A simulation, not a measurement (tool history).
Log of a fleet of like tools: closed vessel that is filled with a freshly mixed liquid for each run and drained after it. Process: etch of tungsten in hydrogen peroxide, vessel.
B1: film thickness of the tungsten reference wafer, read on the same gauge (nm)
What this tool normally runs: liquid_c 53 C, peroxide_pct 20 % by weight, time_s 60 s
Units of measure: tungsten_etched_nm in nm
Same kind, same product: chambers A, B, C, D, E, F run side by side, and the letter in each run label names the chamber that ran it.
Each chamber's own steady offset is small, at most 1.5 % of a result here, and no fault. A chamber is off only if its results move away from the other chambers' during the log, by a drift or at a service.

{"run": "1F", "hour": 10.2, "liquid_c": 53, "peroxide_pct": 20, "time_s": 60, "B1": 129.99, "tungsten_etched_nm": 202.02}
{"run": "2D", "hour": 21.7, "liquid_c": 53, "peroxide_pct": 20, "time_s": 60, "B1": 130, "tungsten_etched_nm": 203.48}
{"run": "3E", "hour": 31.4, "liquid_c": 53, "peroxide_pct": 20, "time_s": 60, "B1": 129.96, "tungsten_etched_nm": 203.51}
{"run": "4C", "hour": 39.2, "liquid_c": 53, "peroxide_pct": 20, "time_s": 60, "B1": 130, "tungsten_etched_nm": 200.49}
{"run": "5A", "hour": 50.3, "liquid_c": 53, "peroxide_pct": 20, "time_s": 60, "B1": 130.01, "tungsten_etched_nm": 204.16}
{"run": "6B", "hour": 65.1, "liquid_c": 53, "peroxide_pct": 20, "time_s": 60, "B1": 130.01, "tungsten_etched_nm": 201.67}
{"run": "7B", "hour": 75.2, "liquid_c": 53, "peroxide_pct": 20, "time_s": 60, "B1": 130, "tungsten_etched_nm": 205.4}
{"run": "8F", "hour": 89.6, "liquid_c": 53, "peroxide_pct": 20, "time_s": 60, "B1": 129.97, "tungsten_etched_nm": 198.95}
{"hour": 101.1, "done": "chamber C: new drum of peroxide connected"}
{"run": "9A", "hour": 103.6, "liquid_c": 53, "peroxide_pct": 20, "time_s": 60, "B1": 130.02, "tungsten_etched_nm": 202.68}
{"run": "10D", "hour": 114.7, "liquid_c": 53, "peroxide_pct": 20, "time_s": 60, "B1": 129.98, "tungsten_etched_nm": 206.11}
{"run": "11E", "hour": 127.5, "liquid_c": 53, "peroxide_pct": 20, "time_s": 60, "B1": 130, "tungsten_etched_nm": 203.12}
{"run": "12C", "hour": 139.5, "liquid_c": 53, "peroxide_pct": 20, "time_s": 60, "B1": 129.99, "tungsten_etched_nm": 198.72}
{"hour": 144.4, "done": "chamber F: peroxide flow meter replaced"}
{"run": "13F", "hour": 152.6, "liquid_c": 53, "peroxide_pct": 20, "time_s": 60, "B1": 129.99, "tungsten_etched_nm": 202.71}
{"hour": 157.1, "done": "chamber F: new drum of peroxide connected"}
{"hour": 157.9, "done": "chamber E: new drum of peroxide connected"}
{"run": "14C", "hour": 161.1, "liquid_c": 53, "peroxide_pct": 20, "time_s": 60, "B1": 130.01, "tungsten_etched_nm": 200.33}
{"run": "15B", "hour": 173.2, "liquid_c": 53, "peroxide_pct": 20, "time_s": 60, "B1": 129.99, "tungsten_etched_nm": 199.11}
{"hour": 181.9, "done": "chamber B: peroxide flow meter replaced"}
{"run": "16D", "hour": 183.2, "liquid_c": 53, "peroxide_pct": 20, "time_s": 60, "B1": 129.99, "tungsten_etched_nm": 207.64}
{"run": "17E", "hour": 190.9, "liquid_c": 53, "peroxide_pct": 20, "time_s": 60, "B1": 129.97, "tungsten_etched_nm": 202.35}
{"hour": 202.6, "done": "chamber E: thermometer replaced"}
{"run": "18A", "hour": 206.6, "liquid_c": 45, "peroxide_pct": 20, "time_s": 60, "B1": 129.98, "tungsten_etched_nm": 123.97}
{"run": "19D", "hour": 217.7, "liquid_c": 45, "peroxide_pct": 20, "time_s": 60, "B1": 130, "tungsten_etched_nm": 129.04}
{"run": "20C", "hour": 225.6, "liquid_c": 45, "peroxide_pct": 20, "time_s": 60, "B1": 130, "tungsten_etched_nm": 119.99}
{"hour": 229.9, "done": "chamber A: thermometer replaced"}
{"run": "21E", "hour": 234.8, "liquid_c": 45, "peroxide_pct": 20, "time_s": 60, "B1": 129.98, "tungsten_etched_nm": 126.03}
{"hour": 235.8, "done": "chamber A: peroxide flow meter replaced"}
{"run": "22A", "hour": 242.4, "liquid_c": 45, "peroxide_pct": 20, "time_s": 60, "B1": 130.01, "tungsten_etched_nm": 122.75}
{"run": "23F", "hour": 253.8, "liquid_c": 45, "peroxide_pct": 20, "time_s": 60, "B1": 130.02, "tungsten_etched_nm": 122.98}
{"run": "24B", "hour": 263.3, "liquid_c": 53, "peroxide_pct": 20, "time_s": 60, "B1": 130.02, "tungsten_etched_nm": 201.55}
{"run": "25C", "hour": 278.5, "liquid_c": 53, "peroxide_pct": 24, "time_s": 90, "B1": 130, "tungsten_etched_nm": 323.8}
{"run": "26D", "hour": 286.4, "liquid_c": 53, "peroxide_pct": 24, "time_s": 90, "B1": 130.03, "tungsten_etched_nm": 346.45}
{"run": "27E", "hour": 298.5, "liquid_c": 53, "peroxide_pct": 24, "time_s": 90, "B1": 130, "tungsten_etched_nm": 336.06}
{"hour": 308.7, "done": "chamber E: peroxide flow meter replaced"}
{"run": "28B", "hour": 313.8, "liquid_c": 53, "peroxide_pct": 24, "time_s": 90, "B1": 130, "tungsten_etched_nm": 328}
{"run": "29F", "hour": 321.6, "liquid_c": 53, "peroxide_pct": 24, "time_s": 90, "B1": 130, "tungsten_etched_nm": 327.22}
{"run": "30A", "hour": 335.3, "liquid_c": 53, "peroxide_pct": 24, "time_s": 90, "B1": 129.96, "tungsten_etched_nm": 335.28}
{"run": "31C", "hour": 346.5, "liquid_c": 53, "peroxide_pct": 20, "time_s": 60, "B1": 130.03, "tungsten_etched_nm": 197.43}
{"run": "32B", "hour": 357.4, "liquid_c": 53, "peroxide_pct": 20, "time_s": 60, "B1": 130.04, "tungsten_etched_nm": 198.95}
{"hour": 363.6, "done": "chamber B: new drum of peroxide connected"}
{"run": "33E", "hour": 364.8, "liquid_c": 53, "peroxide_pct": 20, "time_s": 60, "B1": 130, "tungsten_etched_nm": 202.75}
{"hour": 365.6, "done": "chamber D: new drum of peroxide connected"}
{"run": "34F", "hour": 380.9, "liquid_c": 53, "peroxide_pct": 20, "time_s": 60, "B1": 130.01, "tungsten_etched_nm": 199.37}
{"run": "35A", "hour": 389.1, "liquid_c": 53, "peroxide_pct": 20, "time_s": 60, "B1": 130, "tungsten_etched_nm": 204}
{"run": "36D", "hour": 404.9, "liquid_c": 53, "peroxide_pct": 20, "time_s": 80, "B1": 129.97, "tungsten_etched_nm": 290.89}
{"run": "37F", "hour": 414.7, "liquid_c": 53, "peroxide_pct": 20, "time_s": 80, "B1": 130.03, "tungsten_etched_nm": 269.98}
{"run": "38A", "hour": 425.9, "liquid_c": 53, "peroxide_pct": 20, "time_s": 80, "B1": 130, "tungsten_etched_nm": 265.53}
{"run": "39E", "hour": 441.3, "liquid_c": 53, "peroxide_pct": 20, "time_s": 80, "B1": 130.01, "tungsten_etched_nm": 273.47}
{"run": "40C", "hour": 453.9, "liquid_c": 53, "peroxide_pct": 20, "time_s": 80, "B1": 130.02, "tungsten_etched_nm": 265.91}
{"run": "41D", "hour": 468.2, "liquid_c": 53, "peroxide_pct": 20, "time_s": 80, "B1": 130, "tungsten_etched_nm": 289.21}
{"run": "42B", "hour": 480.1, "liquid_c": 53, "peroxide_pct": 20, "time_s": 60, "B1": 130, "tungsten_etched_nm": 199.98}
{"run": "43B", "hour": 488.0, "liquid_c": 53, "peroxide_pct": 20, "time_s": 60, "B1": 129.97, "tungsten_etched_nm": 201.89}
{"run": "44D", "hour": 499.4, "liquid_c": 53, "peroxide_pct": 20, "time_s": 60, "B1": 129.99, "tungsten_etched_nm": 223.93}

Does one chamber stand apart from the rest, does the shared gauge drift, or is all well apart from small per-chamber offsets? Give the chamber and the most likely cause, where there is one.

One chamber, D, drifts off from the rest bit by bit.
Likeliest cause: liquid hotter than its thermometer reads (K) = 1.48.

Below are 4 candidate recipes for chamber D's next run, each the usual settings with a change, their results shown as question marks. Which of them brings D's results back in line with what the other chambers give on the usual settings?
In line here means within this much of the mean the other chambers give on the usual settings: tungsten_etched_nm 6.4 nm
{"run": "45D-1", "hour": 511.0, "liquid_c": 53, "peroxide_pct": 16.5, "time_s": 60, "tungsten_etched_nm": "?"}
{"run": "45D-2", "hour": 511.0, "liquid_c": 53.5, "peroxide_pct": 20, "time_s": 60, "tungsten_etched_nm": "?"}
{"run": "45D-3", "hour": 511.0, "liquid_c": 53, "peroxide_pct": 24, "time_s": 60, "tungsten_etched_nm": "?"}
{"run": "45D-4", "hour": 511.0, "liquid_c": 52.5, "peroxide_pct": 20, "time_s": 60, "tungsten_etched_nm": "?"}

On the usual settings, the other chambers give on average: tungsten_etched_nm 201.2 nm
run=45D-1 tungsten_etched_nm=202.34
run=45D-2 tungsten_etched_nm=229.64
run=45D-3 tungsten_etched_nm=244.07
run=45D-4 tungsten_etched_nm=216.25
45D-1 brings the chamber back in line.
